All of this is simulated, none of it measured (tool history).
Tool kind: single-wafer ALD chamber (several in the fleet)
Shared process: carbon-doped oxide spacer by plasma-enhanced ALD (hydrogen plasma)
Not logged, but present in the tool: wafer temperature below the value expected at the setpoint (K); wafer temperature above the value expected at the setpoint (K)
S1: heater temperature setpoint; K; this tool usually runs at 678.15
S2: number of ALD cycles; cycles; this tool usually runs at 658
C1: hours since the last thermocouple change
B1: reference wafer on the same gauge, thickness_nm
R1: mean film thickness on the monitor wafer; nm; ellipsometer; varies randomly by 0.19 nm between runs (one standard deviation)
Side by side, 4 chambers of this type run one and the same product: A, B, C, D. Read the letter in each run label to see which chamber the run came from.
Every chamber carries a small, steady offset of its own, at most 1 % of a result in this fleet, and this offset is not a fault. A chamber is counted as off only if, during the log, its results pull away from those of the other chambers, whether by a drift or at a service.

run	hour	S1	S2	C1	B1	R1
1D	8.8	678.15	658	2627.9	31.716	32.849
2C	17.8	678.15	658	615.5	31.640	32.381
3A	24.5	678.15	658	514.2	31.656	32.261
4B	31.2	678.15	658	225.9	31.721	32.901
5A	38.3	678.15	658	528.0	31.681	32.099
6D	49.0	678.15	658	2668.1	31.656	32.440
7C	59.9	678.15	658	657.6	31.690	32.505
8B	71.2	678.15	658	265.9	31.702	32.455
9A	80.5	678.15	658	570.2	31.700	32.243
10C	88.4	678.15	658	686.1	31.720	32.268
11D	99.4	673.15	658	2718.5	31.710	32.571
12B	109.4	673.15	658	304.1	31.678	32.648
13A	114.8	673.15	658	604.5	31.689	32.610
14B	124.8	673.15	658	319.5	31.696	32.943
15D	134.5	678.15	658	2753.6	31.636	32.664
16C	142.2	678.15	658	739.9	31.692	32.237
17A	148.6	678.15	658	638.3	31.676	32.487
18D	157.7	678.15	658	2776.8	31.725	32.579
19C	170.1	686.15	658	767.8	31.682	31.680
20B	175.6	686.15	658	370.3	31.718	31.951
21A	185.8	686.15	658	675.5	31.671	31.516
22D	194.3	686.15	658	2813.4	31.697	31.744
23B	204.0	678.15	658	398.7	31.697	32.822
24C	211.1	678.15	658	808.8	31.718	32.398
25A	222.1	669.15	537	711.8	31.690	26.647
26C	232.1	669.15	537	829.8	31.738	26.661
27B	239.4	669.15	537	434.1	31.709	27.171
28D	250.6	669.15	537	2869.7	31.734	27.048

One chamber off, gauge drift, or nothing amiss beyond the chambers' own small offsets? If it is a chamber, which one, and what is the likeliest cause?

No chamber stands off beyond its own small offset, and the gauge holds steady.
